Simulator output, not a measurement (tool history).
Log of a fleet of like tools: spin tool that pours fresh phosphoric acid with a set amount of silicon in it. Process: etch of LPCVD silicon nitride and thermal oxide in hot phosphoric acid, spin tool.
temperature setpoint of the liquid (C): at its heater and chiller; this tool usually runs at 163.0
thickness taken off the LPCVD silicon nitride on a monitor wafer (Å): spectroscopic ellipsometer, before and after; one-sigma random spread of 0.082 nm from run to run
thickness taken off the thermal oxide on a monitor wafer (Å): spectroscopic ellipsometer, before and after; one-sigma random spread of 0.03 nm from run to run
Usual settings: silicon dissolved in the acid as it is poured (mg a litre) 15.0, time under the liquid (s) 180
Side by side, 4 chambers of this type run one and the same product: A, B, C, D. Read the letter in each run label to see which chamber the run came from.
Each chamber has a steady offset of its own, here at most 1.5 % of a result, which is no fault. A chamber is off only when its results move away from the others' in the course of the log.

run	hour	temperature setpoint of the liquid (C)	silicon dissolved in the acid as it is poured (mg a litre)	time under the liquid (s)	read-back film thickness of the LPCVD silicon nitride reference wafer, read on the same gauge (nm)	read-back film thickness of the thermal oxide reference wafer, read on the same gauge (nm)	thickness taken off the LPCVD silicon nitride on a monitor wafer (Å)	thickness taken off the thermal oxide on a monitor wafer (Å)
1D	6.8	163.0	15.0	180	140.04	40.052	159.44	4.6459
# hour 7.2: chamber D: dissolved silicon flow meter replaced
# hour 7.5: chamber A: thermometer replaced
2C	10.9	163.0	15.0	180	139.97	39.973	155.77	4.8409
3B	17.5	163.0	15.0	180	139.99	40.003	158.97	4.5416
4A	22.4	163.0	15.0	180	140.01	39.995	157.96	4.2694
5C	27.2	163.0	15.0	245	139.98	40.015	213.55	6.9298
6A	33.8	163.0	15.0	245	140.00	39.976	215.86	6.2769
# hour 34.5: chamber C: dissolved silicon flow meter replaced
7D	41.4	163.0	15.0	245	140.01	39.982	215.23	5.6811
8B	48.5	163.0	15.0	245	140.03	40.017	216.10	6.1720
9A	54.8	163.0	15.0	180	140.03	39.976	157.30	4.7505
10C	59.2	163.0	15.0	180	139.98	40.022	156.71	4.5178
11D	63.5	163.0	15.0	180	140.01	39.969	159.09	4.7483
12B	69.8	163.0	15.0	180	139.98	39.992	158.67	4.8021
13C	73.3	163.0	15.0	180	140.03	40.008	155.44	4.2604
# hour 75.4: chamber B: thermometer replaced
14A	77.7	163.0	15.0	180	140.01	40.047	155.35	4.1641
15D	82.5	163.0	15.0	180	140.01	40.016	160.38	4.4839
16B	87.2	163.0	9.5	235	140.00	40.002	205.49	6.4078
17A	94.9	163.0	9.5	235	139.98	40.004	201.97	6.5852
18D	102.5	163.0	9.5	235	140.00	40.012	208.23	6.4822
19C	109.8	163.0	9.5	235	139.99	40.019	205.73	7.1234
20B	114.9	163.0	15.0	180	140.02	39.973	157.76	4.5765
21D	121.0	163.0	15.0	180	139.99	39.997	159.71	4.0247
22B	127.5	163.0	15.0	180	140.01	39.981	156.93	4.2993
23A	133.3	165.0	5.5	180	140.01	39.990	161.50	6.0729
24C	136.7	165.0	5.5	180	140.00	39.995	167.71	5.9296
25C	141.0	165.0	5.5	180	140.03	39.947	167.39	6.1952
26D	148.1	165.0	5.5	180	139.98	40.011	169.71	6.2861
27B	155.5	163.0	15.0	180	139.96	39.927	156.25	4.8384
28A	161.3	163.0	15.0	180	140.02	39.976	148.88	3.7743
29C	168.1	163.0	15.0	180	139.97	39.994	156.28	4.1968

The same settings go to every chamber for the next run, one line per chamber below. Forecast the results for each:
30A	173.6	164.5	15.0	180			?	?
30B	173.6	164.5	15.0	180			?	?
30C	173.6	164.5	15.0	180			?	?
30D	173.6	164.5	15.0	180			?	?

run	thickness taken off the LPCVD silicon nitride on a monitor wafer (Å)	thickness taken off the thermal oxide on a monitor wafer (Å)
30A	156.82	4.5951
30B	166.80	5.1102
30C	164.19	5.5697
30D	166.80	5.2140
